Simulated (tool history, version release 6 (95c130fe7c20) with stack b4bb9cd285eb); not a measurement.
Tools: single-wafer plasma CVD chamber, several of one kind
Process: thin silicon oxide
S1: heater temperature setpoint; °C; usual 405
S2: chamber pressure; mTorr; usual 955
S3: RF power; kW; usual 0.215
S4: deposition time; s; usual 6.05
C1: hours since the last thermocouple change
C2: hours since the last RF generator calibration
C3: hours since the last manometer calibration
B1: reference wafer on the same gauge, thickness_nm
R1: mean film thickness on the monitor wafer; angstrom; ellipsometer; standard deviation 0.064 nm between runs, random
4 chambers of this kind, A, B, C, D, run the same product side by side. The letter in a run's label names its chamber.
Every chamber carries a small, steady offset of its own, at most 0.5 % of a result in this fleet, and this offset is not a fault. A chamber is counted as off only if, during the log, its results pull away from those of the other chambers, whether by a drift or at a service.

| run | hour | S1 | S2 | S3 | S4 | C1 | C2 | C3 | B1 | R1 |
|---|---|---|---|---|---|---|---|---|---|---|
| 1A | 4 | 405 | 955 | 0.215 | 6.05 | 478.5 | 1084.3 | 240.6 | 9.0937 | 110.53 |
| 2B | 7.9 | 405 | 955 | 0.215 | 6.05 | 1184.5 | 738.1 | 2871.3 | 9.0947 | 111.47 |
| 3D | 12.1 | 405 | 955 | 0.215 | 6.05 | 992.7 | 391.5 | 473.2 | 9.0895 | 110.7 |
| 4C | 15.9 | 405 | 955 | 0.215 | 6.05 | 1960.3 | 2161.3 | 340.1 | 9.0971 | 111.31 |
| 5B | 18.9 | 405 | 955 | 0.215 | 6.05 | 1195.5 | 749.1 | 2882.3 | 9.103 | 111.53 |
| 6C | 22.2 | 405 | 955 | 0.215 | 6.05 | 1966.6 | 2167.6 | 346.4 | 9.1216 | 112.83 |
| 7A | 26.1 | 405 | 955 | 0.215 | 6.68 | 500.6 | 1106.4 | 262.7 | 9.1061 | 121.42 |
| 8D | 28.5 | 405 | 955 | 0.215 | 6.68 | 1009.1 | 407.9 | 489.6 | 9.0926 | 122.32 |
| 9B | 32.7 | 405 | 955 | 0.215 | 6.68 | 1209.3 | 762.9 | 2896.1 | 9.0888 | 122.04 |
| 10C | 37 | 405 | 955 | 0.215 | 6.68 | 1981.4 | 2182.4 | 361.2 | 9.112 | 123.63 |
| 11D | 40.1 | 405 | 955 | 0.215 | 6.05 | 1020.7 | 419.5 | 501.2 | 9.1105 | 110.8 |
| 12A | 42.5 | 405 | 955 | 0.215 | 6.05 | 517 | 1122.8 | 279.1 | 9.0961 | 111.37 |
| 13B | 45.4 | 405 | 955 | 0.215 | 6.05 | 1222 | 775.6 | 2908.8 | 9.1009 | 110.82 |
| 14C | 48.6 | 405 | 955 | 0.215 | 6.05 | 1993 | 2194 | 372.8 | 9.1022 | 112.54 |
| 15A | 52.6 | 405 | 955 | 0.215 | 6.05 | 527.1 | 1132.9 | 289.2 | 9.1087 | 109.94 |
| 16D | 55.8 | 405 | 955 | 0.215 | 6.05 | 1036.4 | 435.2 | 516.9 | 9.0918 | 111.73 |
| 17C | 58.1 | 405 | 955 | 0.215 | 6.05 | 2002.5 | 2203.5 | 382.3 | 9.1029 | 112.82 |
| 18A | 60.9 | 405 | 1139 | 0.195 | 6.05 | 535.4 | 1141.2 | 297.5 | 9.1056 | 118.08 |
| 19D | 63.8 | 405 | 1139 | 0.195 | 6.05 | 1044.4 | 443.2 | 524.9 | 9.0984 | 118.81 |
| 20B | 66.2 | 405 | 1139 | 0.195 | 6.05 | 1242.8 | 796.4 | 2929.6 | 9.0844 | 119.23 |
| 21B | 70.3 | 405 | 1139 | 0.195 | 6.05 | 1246.9 | 800.5 | 2933.7 | 9.1091 | 119.84 |
|  | 74.1 | chamber B: capacitance manometer re-zeroed and calibrated |
| 22C | 74.7 | 405 | 1125 | 0.215 | 5.12 | 2019.1 | 2220.1 | 398.9 | 9.0994 | 106.49 |
| 23D | 77.8 | 405 | 1125 | 0.215 | 5.12 | 1058.4 | 457.2 | 538.9 | 9.0947 | 104.62 |
| 24A | 80.8 | 405 | 1125 | 0.215 | 5.12 | 555.3 | 1161.1 | 317.4 | 9.101 | 105.38 |
| 25C | 85.2 | 405 | 1125 | 0.215 | 5.12 | 2029.6 | 2230.6 | 409.4 | 9.1088 | 107.13 |
| 26D | 87.2 | 405 | 1049 | 0.2 | 6.05 | 1067.8 | 466.6 | 548.3 | 9.0956 | 114.62 |
| 27A | 91.4 | 405 | 1049 | 0.2 | 6.05 | 565.9 | 1171.7 | 328 | 9.0804 | 113.45 |
| 28B | 94.4 | 405 | 1049 | 0.2 | 6.05 | 1271 | 824.6 | 20.3 | 9.0956 | 120.05 |
| 29C | 97.2 | 405 | 1049 | 0.2 | 6.05 | 2041.6 | 2242.6 | 421.4 | 9.0978 | 115.12 |
| 30D | 100 | 405 | 955 | 0.215 | 6.05 | 1080.6 | 479.4 | 561.1 | 9.1154 | 110.71 |
|  | 102 | chamber C: RF generator calibrated |
| 31A | 103.6 | 405 | 955 | 0.215 | 6.05 | 578.1 | 1183.9 | 340.2 | 9.1089 | 110.49 |
| 32B | 107.7 | 405 | 955 | 0.215 | 6.05 | 1284.3 | 837.9 | 33.6 | 9.1 | 117.65 |
| 33D | 109.8 | 405 | 955 | 0.215 | 6.05 | 1090.4 | 489.2 | 570.9 | 9.1009 | 110.08 |
| 34B | 112.5 | 405 | 955 | 0.215 | 6.05 | 1289.1 | 842.7 | 38.4 | 9.1204 | 115.43 |
| 35A | 114.7 | 405 | 955 | 0.215 | 6.05 | 589.2 | 1195 | 351.3 | 9.088 | 109.32 |
| 36C | 117.5 | 405 | 955 | 0.215 | 7.14 | 2061.9 | 15.5 | 441.7 | 9.1029 | 131.02 |
| 37B | 120.5 | 405 | 955 | 0.215 | 7.14 | 1297.1 | 850.7 | 46.4 | 9.1054 | 137.58 |
| 38A | 122.6 | 405 | 955 | 0.215 | 7.14 | 597.1 | 1202.9 | 359.2 | 9.1098 | 129.65 |
| 39D | 126.8 | 405 | 955 | 0.215 | 7.14 | 1107.4 | 506.2 | 587.9 | 9.1039 | 132.01 |
| 40C | 131.2 | 405 | 955 | 0.215 | 6.05 | 2075.6 | 29.2 | 455.4 | 9.1225 | 112.37 |
| 41C | 133.8 | 405 | 955 | 0.215 | 6.05 | 2078.2 | 31.8 | 458 | 9.1124 | 112.36 |
| 42A | 137.5 | 405 | 955 | 0.215 | 6.05 | 612 | 1217.8 | 374.1 | 9.0912 | 111.01 |
| 43B | 139.7 | 405 | 955 | 0.215 | 6.05 | 1316.3 | 869.9 | 65.6 | 9.0791 | 116.86 |

Next, all 4 chambers run the settings below, one line each with question marks for the results. What does each chamber give?
| 44A | 143 | 405 | 955 | 0.215 | 6.05 |  |  |  |  | ? |
| 44B | 143 | 405 | 955 | 0.215 | 6.05 |  |  |  |  | ? |
| 44C | 143 | 405 | 955 | 0.215 | 6.05 |  |  |  |  | ? |
| 44D | 143 | 405 | 955 | 0.215 | 6.05 |  |  |  |  | ? |

| run | R1 |
|---|---|
| 44A | 111 |
| 44B | 115.65 |
| 44C | 112.25 |
| 44D | 110.57 |
